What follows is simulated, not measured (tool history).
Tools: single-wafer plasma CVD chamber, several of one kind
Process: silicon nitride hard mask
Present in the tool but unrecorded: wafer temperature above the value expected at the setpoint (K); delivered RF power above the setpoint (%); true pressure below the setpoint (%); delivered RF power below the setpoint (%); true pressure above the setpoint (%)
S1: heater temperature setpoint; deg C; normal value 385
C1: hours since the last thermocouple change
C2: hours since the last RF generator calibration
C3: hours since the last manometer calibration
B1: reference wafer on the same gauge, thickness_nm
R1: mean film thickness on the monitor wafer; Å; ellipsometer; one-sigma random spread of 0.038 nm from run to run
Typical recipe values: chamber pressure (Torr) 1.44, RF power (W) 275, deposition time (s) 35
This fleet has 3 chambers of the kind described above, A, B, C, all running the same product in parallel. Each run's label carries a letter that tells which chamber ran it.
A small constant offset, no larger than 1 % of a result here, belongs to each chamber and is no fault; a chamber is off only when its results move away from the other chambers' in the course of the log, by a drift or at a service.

Run 1B, hour 9: usual settings; C1 1160.4; C2 1808.1; C3 545.6; B1 30.088. Result: R1 374.35 Å.
Run 2C, hour 14.8: usual settings; C1 1546.9; C2 924.3; C3 151.3; B1 30.085. Result: R1 369.15 Å.
Run 3A, hour 22.1: usual settings; C1 486.2; C2 202.5; C3 1175.6; B1 30.088. Result: R1 373.43 Å.
Run 4C, hour 28.8: usual settings; C1 1560.9; C2 938.3; C3 165.3; B1 30.075. Result: R1 368.74 Å.
Run 5A, hour 36.8: usual settings; C1 500.9; C2 217.2; C3 1190.3; B1 30.079. Result: R1 373.44 Å.
Run 6B, hour 43.9: usual settings; C1 1195.3; C2 1843; C3 580.5; B1 30.071. Result: R1 373.8 Å.
At hour 49.1: chamber C: thermocouple changed; heater temperature recalibrated.
Run 7A, hour 51.7: usual settings; C1 515.8; C2 232.1; C3 1205.2; B1 30.051. Result: R1 372.96 Å.
Run 8C, hour 59.8: usual settings; C1 10.7; C2 969.3; C3 196.3; B1 30.054. Result: R1 368.14 Å.
Run 9B, hour 68.6: usual settings; C1 1220; C2 1867.7; C3 605.2; B1 30.044. Result: R1 373.92 Å.
Run 10C, hour 73.7: usual settings; C1 24.6; C2 983.2; C3 210.2; B1 30.043. Result: R1 367.55 Å.
Run 11B, hour 82.2: usual settings; C1 1233.6; C2 1881.3; C3 618.8; B1 30.03. Result: R1 373.47 Å.
Run 12A, hour 87.7: usual settings; C1 551.8; C2 268.1; C3 1241.2; B1 30.026. Result: R1 371.91 Å.
Run 13B, hour 94.7: usual settings but deposition time (s) 28.8; C1 1246.1; C2 1893.8; C3 631.3; B1 30.02. Result: R1 306.95 Å.
Run 14A, hour 100.4: usual settings but deposition time (s) 28.8; C1 564.5; C2 280.8; C3 1253.9; B1 30.017. Result: R1 306.63 Å.
Run 15C, hour 107.6: usual settings but deposition time (s) 28.8; C1 58.5; C2 1017.1; C3 244.1; B1 30.004. Result: R1 303.23 Å.
Run 16C, hour 116: usual settings; C1 66.9; C2 1025.5; C3 252.5; B1 30.002. Result: R1 367.89 Å.
Run 17B, hour 121.6: usual settings but RF power (W) 330; C1 1273; C2 1920.7; C3 658.2; B1 29.998. Result: R1 421.38 Å.
Run 18A, hour 126.9: usual settings but RF power (W) 330; C1 591; C2 307.3; C3 1280.4; B1 29.997. Result: R1 420.75 Å.
Run 19A, hour 132.8: usual settings but RF power (W) 330; C1 596.9; C2 313.2; C3 1286.3; B1 29.986. Result: R1 421.36 Å.
Run 20B, hour 140.3: usual settings; C1 1291.7; C2 1939.4; C3 676.9; B1 29.98. Result: R1 373.02 Å.
Run 21C, hour 146.5: usual settings; C1 97.4; C2 1056; C3 283; B1 29.98. Result: R1 367.59 Å.

Each of the 3 chambers runs these same settings next. Fill in every chamber's results:
Run 22A, hour 153: usual settings but S1 397 deg C. Result: R1 ?.
Run 22B, hour 153: usual settings but S1 397 deg C. Result: R1 ?.
Run 22C, hour 153: usual settings but S1 397 deg C. Result: R1 ?.

run      R1
22A  370.64
22B  370.83
22C  365.35

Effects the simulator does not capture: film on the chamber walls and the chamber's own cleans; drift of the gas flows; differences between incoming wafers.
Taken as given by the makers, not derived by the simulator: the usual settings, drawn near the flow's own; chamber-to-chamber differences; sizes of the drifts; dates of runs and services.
